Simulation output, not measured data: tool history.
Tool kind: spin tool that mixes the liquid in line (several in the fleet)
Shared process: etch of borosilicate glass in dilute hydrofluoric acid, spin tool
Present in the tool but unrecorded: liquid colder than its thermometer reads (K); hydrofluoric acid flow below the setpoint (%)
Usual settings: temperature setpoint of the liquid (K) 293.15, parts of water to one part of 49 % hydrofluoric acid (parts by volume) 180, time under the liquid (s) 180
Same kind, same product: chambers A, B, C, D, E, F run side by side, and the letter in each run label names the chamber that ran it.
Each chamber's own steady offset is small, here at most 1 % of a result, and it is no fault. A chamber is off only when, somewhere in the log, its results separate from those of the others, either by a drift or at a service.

run     day  temperature setpoint of the liquid (K)  parts of water to one part of 49 % hydrofluoric acid (parts by volume)  time under the liquid (s)  hours since the thermometer was replaced  hours since the hydrofluoric acid flow meter was replaced  read-back film thickness of the borosilicate glass reference wafer, read on the same gauge (nm)  thickness taken off the borosilicate glass on a monitor wafer (Å)
      0.129  -- chamber A: hydrofluoric acid flow meter replaced
 1A   0.254                                  293.15                                                                     180                        180                                    1259.2                                                        3.1                                                                                           89.985                                                             258.44
 2C   0.496                                  293.15                                                                     180                        180                                    1414.0                                                      653.8                                                                                           89.987                                                             261.06
 3E   0.867                                  293.15                                                                     180                        180                                     199.0                                                      576.8                                                                                           89.970                                                             257.74
 4D   1.192                                  293.15                                                                     180                        180                                    1706.2                                                      227.6                                                                                           90.002                                                             259.56
 5B   1.446                                  293.15                                                                     180                        180                                     350.4                                                     1084.0                                                                                           89.987                                                             257.19
 6F   1.708                                  293.15                                                                     180                        180                                     273.5                                                      529.6                                                                                           90.007                                                             257.76
 7B   2.175                                  293.15                                                                     120                        140                                     367.9                                                     1101.5                                                                                           90.021                                                             321.15
 8D   2.404                                  293.15                                                                     120                        140                                    1735.3                                                      256.7                                                                                           89.997                                                             322.32
 9A   2.892                                  293.15                                                                     120                        140                                    1322.5                                                       66.4                                                                                           90.034                                                             322.06
10E   3.333                                  293.15                                                                     120                        140                                     258.2                                                      636.0                                                                                           89.980                                                             328.12
11C   3.621                                  293.15                                                                     120                        140                                    1489.0                                                      728.8                                                                                           89.987                                                             322.62
12F   4.062                                  293.15                                                                     120                        140                                     330.0                                                      586.1                                                                                           89.984                                                             324.03
      4.092  -- chamber B: hydrofluoric acid flow meter replaced
13E   4.338                                  293.15                                                                     180                        180                                     282.3                                                      660.1                                                                                           89.994                                                             255.39
14D   4.679                                  293.15                                                                     180                        180                                    1789.9                                                      311.3                                                                                           89.965                                                             255.50
15F   4.975                                  293.15                                                                     180                        180                                     351.9                                                      608.0                                                                                           90.010                                                             257.61
      5.225  -- chamber F: hydrofluoric acid flow meter replaced
16A   5.329                                  293.15                                                                     180                        180                                    1381.0                                                      124.9                                                                                           90.007                                                             261.24
17B   5.717                                  293.15                                                                     180                        180                                     452.9                                                       39.0                                                                                           89.984                                                             255.12
18C   6.192                                  293.15                                                                     180                        180                                    1550.7                                                      790.5                                                                                           89.999                                                             259.83
19A   6.642                                  293.15                                                                     180                        235                                    1412.5                                                      156.4                                                                                           90.017                                                             334.08
20F   6.912                                  293.15                                                                     180                        235                                     398.4                                                       40.6                                                                                           90.003                                                             337.27
21B   7.183                                  293.15                                                                     180                        235                                     488.1                                                       74.2                                                                                           89.988                                                             335.32
22D   7.554                                  293.15                                                                     180                        235                                    1858.9                                                      380.3                                                                                           90.031                                                             330.53
23E   7.821                                  293.15                                                                     180                        235                                     365.9                                                      743.7                                                                                           90.001                                                             341.84
24C   8.250                                  293.15                                                                     180                        235                                    1600.1                                                      839.9                                                                                           90.032                                                             335.57
25A   8.496                                  293.15                                                                     180                        180                                    1457.0                                                      200.9                                                                                           89.986                                                             257.48
26B   8.858                                  293.15                                                                     180                        180                                     528.3                                                      114.4                                                                                           90.012                                                             257.47
27E   9.204                                  293.15                                                                     180                        180                                     399.1                                                      776.9                                                                                           90.017                                                             260.70
28F   9.650                                  297.65                                                                     180                        180                                     464.1                                                      106.3                                                                                           89.975                                                             311.52
29C  10.083                                  297.65                                                                     180                        180                                    1644.1                                                      883.9                                                                                           90.007                                                             307.22
30D  10.558                                  297.65                                                                     180                        180                                    1931.0                                                      452.4                                                                                           89.992                                                             294.57
     10.700  -- chamber F: thermometer replaced
31A  10.946                                  297.65                                                                     180                        180                                    1515.8                                                      259.7                                                                                           89.994                                                             305.22
32F  11.333                                  297.65                                                                     180                        180                                      15.3                                                      146.7                                                                                           89.974                                                             307.48
33D  11.708                                  297.65                                                                     180                        180                                    1958.6                                                      480.0                                                                                           90.012                                                             296.03
34E  12.088                                  293.15                                                                     180                        180                                     468.3                                                      846.1                                                                                           89.995                                                             255.27
35C  12.358                                  293.15                                                                     180                        180                                    1698.7                                                      938.5                                                                                           90.003                                                             256.07
36B  12.821                                  293.15                                                                     180                        180                                     623.4                                                      209.5                                                                                           89.994                                                             258.73
37A  13.283                                  293.15                                                                     180                        180                                    1571.9                                                      315.8                                                                                           90.010                                                             256.07
38F  13.579                                  293.15                                                                     180                        180                                      69.2                                                      200.6                                                                                           89.997                                                             257.24
39C  13.921                                  293.15                                                                     180                        180                                    1736.2                                                      976.0                                                                                           89.970                                                             257.88
40B  14.188                                  293.15                                                                     180                        180                                     656.2                                                      242.3                                                                                           89.995                                                             257.25
41D  14.646                                  293.15                                                                     180                        180                                    2029.1                                                      550.5                                                                                           89.991                                                             245.66
42E  15.029                                  293.15                                                                     180                        180                                     538.9                                                      916.7                                                                                           89.988                                                             258.99
43C  15.296                                  297.15                                                                     130                        180                                    1769.2                                                     1009.0                                                                                           90.000                                                             439.52

Which is it: a chamber that has drifted or been left off by a service, a gauge drift common to all chambers, or only each chamber's usual small offset? If a chamber is off, name it and its likeliest cause.

Chamber D drifts away from the others.
What lies behind it: hydrofluoric acid flow below the setpoint (%) = 5.52.
Not necessarily distinguishable in this log from: liquid colder than its thermometer reads (K).

Here are 4 candidates for chamber D's next run, each the usual settings with a change, their results left as question marks. Which one brings its results back in line with what the others give on the usual settings?
In line here means within this much of the mean the other chambers give on the usual settings: thickness taken off the borosilicate glass on a monitor wafer (Å) 7.50
44D-1  15.654                                  292.65                                                                     180                        180                                                                                                                                                                                                                                                                        ?
44D-2  15.654                                  293.15                                                                     185                        175                                                                                                                                                                                                                                                                        ?
44D-3  15.654                                  293.15                                                                     180                        185                                                                                                                                                                                                                                                                        ?
44D-4  15.654                                  295.15                                                                     180                        180                                                                                                                                                                                                                                                                        ?

Average result of the remaining chambers running the usual settings: thickness taken off the borosilicate glass on a monitor wafer (Å) 257.73
  run  thickness taken off the borosilicate glass on a monitor wafer (Å)
44D-1                                                             236.04
44D-2                                                             226.29
44D-3                                                             247.27
44D-4                                                             259.51
With 44D-4, the chamber falls back in line with the rest.
